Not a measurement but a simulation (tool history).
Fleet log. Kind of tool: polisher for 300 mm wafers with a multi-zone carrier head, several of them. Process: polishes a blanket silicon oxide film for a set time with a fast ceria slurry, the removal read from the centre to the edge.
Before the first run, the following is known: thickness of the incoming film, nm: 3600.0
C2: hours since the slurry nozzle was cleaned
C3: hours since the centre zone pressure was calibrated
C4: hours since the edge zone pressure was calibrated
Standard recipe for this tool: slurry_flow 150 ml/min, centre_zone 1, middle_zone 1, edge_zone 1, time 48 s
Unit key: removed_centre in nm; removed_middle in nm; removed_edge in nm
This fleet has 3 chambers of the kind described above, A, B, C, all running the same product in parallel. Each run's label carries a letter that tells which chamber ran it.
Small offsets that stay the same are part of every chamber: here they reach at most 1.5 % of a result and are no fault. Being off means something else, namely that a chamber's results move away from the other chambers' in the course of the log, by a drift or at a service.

Run 1B, hour 5.4: usual settings; wafers polished on this pad 223; C2 225.7; C3 1049.3; C4 695.8. Result: removed_centre 714.9 nm, removed_middle 716.66 nm, removed_edge 703.19 nm.
Run 2C, hour 15.3: usual settings; wafers polished on this pad 961; C2 524.9; C3 143.3; C4 372.1. Result: removed_centre 714.49 nm, removed_middle 700.35 nm, removed_edge 695.96 nm.
At hour 23: chamber A: slurry nozzle cleaned.
Run 3A, hour 23.6: usual settings; wafers polished on this pad 504; C2 0.7; C3 164.3; C4 996.2. Result: removed_centre 705.75 nm, removed_middle 715.32 nm, removed_edge 695.05 nm.
Run 4C, hour 28.3: usual settings; wafers polished on this pad 1143; C2 537.9; C3 156.3; C4 385.1. Result: removed_centre 706.1 nm, removed_middle 705.88 nm, removed_edge 697.97 nm.
At hour 32.5: chamber C: worn pad replaced by a new one.
Run 5A, hour 34.9: usual settings; wafers polished on this pad 662; C2 12; C3 175.6; C4 1007.5. Result: removed_centre 715.42 nm, removed_middle 714.54 nm, removed_edge 705.57 nm.
Run 6B, hour 45.1: usual settings; wafers polished on this pad 780; C2 265.4; C3 1089; C4 735.5. Result: removed_centre 711.94 nm, removed_middle 727.19 nm, removed_edge 715.48 nm.
Run 7C, hour 53.4: usual settings; wafers polished on this pad 293; C2 563; C3 181.4; C4 410.2. Result: removed_centre 721.15 nm, removed_middle 710.25 nm, removed_edge 705.96 nm.
At hour 59.2: chamber C: edge zone pressure recalibrated.
Run 8A, hour 63: usual settings; wafers polished on this pad 1057; C2 40.1; C3 203.7; C4 1035.6. Result: removed_centre 694.36 nm, removed_middle 722.84 nm, removed_edge 727.11 nm.
At hour 67.5: chamber B: centre zone pressure recalibrated.
Run 9B, hour 68.7: usual settings; wafers polished on this pad 1111; C2 289; C3 1.3; C4 759.1. Result: removed_centre 725.33 nm, removed_middle 732.32 nm, removed_edge 704.2 nm.
Run 10A, hour 79: usual settings; wafers polished on this pad 1281; C2 56.1; C3 219.7; C4 1051.6. Result: removed_centre 697.37 nm, removed_middle 719.09 nm, removed_edge 701.14 nm.
Run 11C, hour 86.5: usual settings but centre_zone 1.06, edge_zone 0.93; wafers polished on this pad 758; C2 596.1; C3 214.5; C4 27.4. Result: removed_centre 762.94 nm, removed_middle 711.34 nm, removed_edge 687.38 nm.
At hour 94.1: chamber B: worn pad replaced by a new one.
Run 12B, hour 97: usual settings but centre_zone 1.06, edge_zone 0.93; wafers polished on this pad 41; C2 317.3; C3 29.6; C4 787.4. Result: removed_centre 756.07 nm, removed_middle 729.8 nm, removed_edge 679.33 nm.
Run 13A, hour 105.3: usual settings but centre_zone 1.06, edge_zone 0.93; wafers polished on this pad 1650; C2 82.4; C3 246; C4 1077.9. Result: removed_centre 743.39 nm, removed_middle 702.94 nm, removed_edge 691.1 nm.
Run 14B, hour 110.7: usual settings; wafers polished on this pad 233; C2 331; C3 43.3; C4 801.1. Result: removed_centre 712.66 nm, removed_middle 730.96 nm, removed_edge 711.42 nm.
Run 15C, hour 115.8: usual settings; wafers polished on this pad 1169; C2 625.4; C3 243.8; C4 56.7. Result: removed_centre 710.88 nm, removed_middle 693.02 nm, removed_edge 720.53 nm.
Run 16A, hour 126: usual settings; wafers polished on this pad 1941; C2 103.1; C3 266.7; C4 1098.6. Result: removed_centre 686.89 nm, removed_middle 710.86 nm, removed_edge 706.54 nm.
At hour 128.2: chamber C: worn pad replaced by a new one.
At hour 135.1: chamber C: slurry nozzle cleaned.
Run 17C, hour 136.4: usual settings; wafers polished on this pad 116; C2 1.3; C3 264.4; C4 77.3. Result: removed_centre 719.76 nm, removed_middle 706.22 nm, removed_edge 713.32 nm.
Run 18B, hour 143.7: usual settings; wafers polished on this pad 696; C2 364; C3 76.3; C4 834.1. Result: removed_centre 719.01 nm, removed_middle 715.01 nm, removed_edge 711.48 nm.
Run 19C, hour 151.4: usual settings; wafers polished on this pad 326; C2 16.3; C3 279.4; C4 92.3. Result: removed_centre 709.53 nm, removed_middle 706.37 nm, removed_edge 681.67 nm.
Run 20A, hour 156.2: usual settings; wafers polished on this pad 2365; C2 133.3; C3 296.9; C4 1128.8. Result: removed_centre 698.78 nm, removed_middle 701.38 nm, removed_edge 718.65 nm.
Run 21B, hour 163.3: usual settings; wafers polished on this pad 971; C2 383.6; C3 95.9; C4 853.7. Result: removed_centre 722.87 nm, removed_middle 719.16 nm, removed_edge 700.02 nm.
Run 22A, hour 168.4: usual settings; wafers polished on this pad 2536; C2 145.5; C3 309.1; C4 1141. Result: removed_centre 688.68 nm, removed_middle 701.43 nm, removed_edge 702.05 nm.
Run 23B, hour 179.1: usual settings; wafers polished on this pad 1193; C2 399.4; C3 111.7; C4 869.5. Result: removed_centre 710.79 nm, removed_middle 722.03 nm, removed_edge 708.48 nm.
Run 24C, hour 186.4: usual settings; wafers polished on this pad 817; C2 51.3; C3 314.4; C4 127.3. Result: removed_centre 711.29 nm, removed_middle 703.23 nm, removed_edge 692.36 nm.
Run 25A, hour 192.1: usual settings; wafers polished on this pad 2869; C2 169.2; C3 332.8; C4 1164.7. Result: removed_centre 683.84 nm, removed_middle 693.53 nm, removed_edge 681.36 nm.
Run 26B, hour 196.9: usual settings but centre_zone 1.04, edge_zone 1.04; wafers polished on this pad 1443; C2 417.2; C3 129.5; C4 887.3. Result: removed_centre 742.75 nm, removed_middle 703.5 nm, removed_edge 727.58 nm.
Run 27C, hour 204.6: usual settings but centre_zone 1.04, edge_zone 1.04; wafers polished on this pad 1073; C2 69.5; C3 332.6; C4 145.5. Result: removed_centre 746.21 nm, removed_middle 701.93 nm, removed_edge 715.02 nm.
At hour 208.6: chamber B: worn pad replaced by a new one.
Run 28C, hour 210.1: usual settings but centre_zone 1.04, edge_zone 1.04; wafers polished on this pad 1150; C2 75; C3 338.1; C4 151. Result: removed_centre 740.31 nm, removed_middle 708.92 nm, removed_edge 727.47 nm.
At hour 214.8: chamber B: edge zone pressure recalibrated.
Run 29B, hour 215: usual settings but edge_zone 0.94, time 42 s; wafers polished on this pad 91; C2 435.3; C3 147.6; C4 0.3. Result: removed_centre 619.71 nm, removed_middle 637.83 nm, removed_edge 604.08 nm.
Run 30A, hour 225.5: usual settings but edge_zone 0.94, time 42 s; wafers polished on this pad 3337; C2 202.6; C3 366.2; C4 1198.1. Result: removed_centre 588.38 nm, removed_middle 601.96 nm, removed_edge 576.45 nm.
At hour 229.9: chamber C: worn pad replaced by a new one.
Run 31A, hour 235.8: usual settings but edge_zone 0.94, time 42 s; wafers polished on this pad 3482; C2 212.9; C3 376.5; C4 1208.4. Result: removed_centre 599.31 nm, removed_middle 599.41 nm, removed_edge 576.69 nm.
Run 32B, hour 240.9: usual settings; wafers polished on this pad 454; C2 461.2; C3 173.5; C4 26.2. Result: removed_centre 703.16 nm, removed_middle 716.9 nm, removed_edge 707.82 nm.
Run 33C, hour 249.6: usual settings; wafers polished on this pad 277; C2 114.5; C3 377.6; C4 190.5. Result: removed_centre 713.59 nm, removed_middle 708.34 nm, removed_edge 691.68 nm.

Is one chamber off against the others, does the gauge drift, or is nothing wrong? If a chamber is off, say which, and what the likeliest cause is.

Little by little, chamber A moves away from the other chambers.
Likeliest cause: removal rate lost through wear of the pad, % = 5.27.
It could be hard to tell apart here from: slurry flow missing at the pad, %.

Below are 4 candidate recipes for chamber A's next run, each the usual settings with a change, their results shown as question marks. Which of them brings A's results back in line with what the other chambers give on the usual settings?
In-line tolerance around the mean of the other chambers on the usual settings: removed_centre 22 nm; removed_middle 22 nm; removed_edge 36 nm
Run 34A-1, hour 257.5: usual settings but slurry_flow 145 ml/min, centre_zone 0.98, edge_zone 1.01, time 44 s. Result: removed_centre ?, removed_middle ?, removed_edge ?.
Run 34A-2, hour 257.5: usual settings but centre_zone 1.01, time 50 s. Result: removed_centre ?, removed_middle ?, removed_edge ?.
Run 34A-3, hour 257.5: usual settings but centre_zone 0.99, time 46 s. Result: removed_centre ?, removed_middle ?, removed_edge ?.
Run 34A-4, hour 257.5: usual settings but slurry_flow 155 ml/min, centre_zone 1.03, edge_zone 0.99, time 52 s. Result: removed_centre ?, removed_middle ?, removed_edge ?.

The mean the other chambers reach with the usual settings: removed_centre 712.11 nm; removed_middle 711.09 nm; removed_edge 707.42 nm
  run  removed_centre  removed_middle  removed_edge
34A-1          598.47          620.14        621.12
34A-2          708.42          709.23        705.49
34A-3          637.48          652.57        649.05
34A-4          758.13          742.08        733.12
34A-2 brings the chamber back in line.
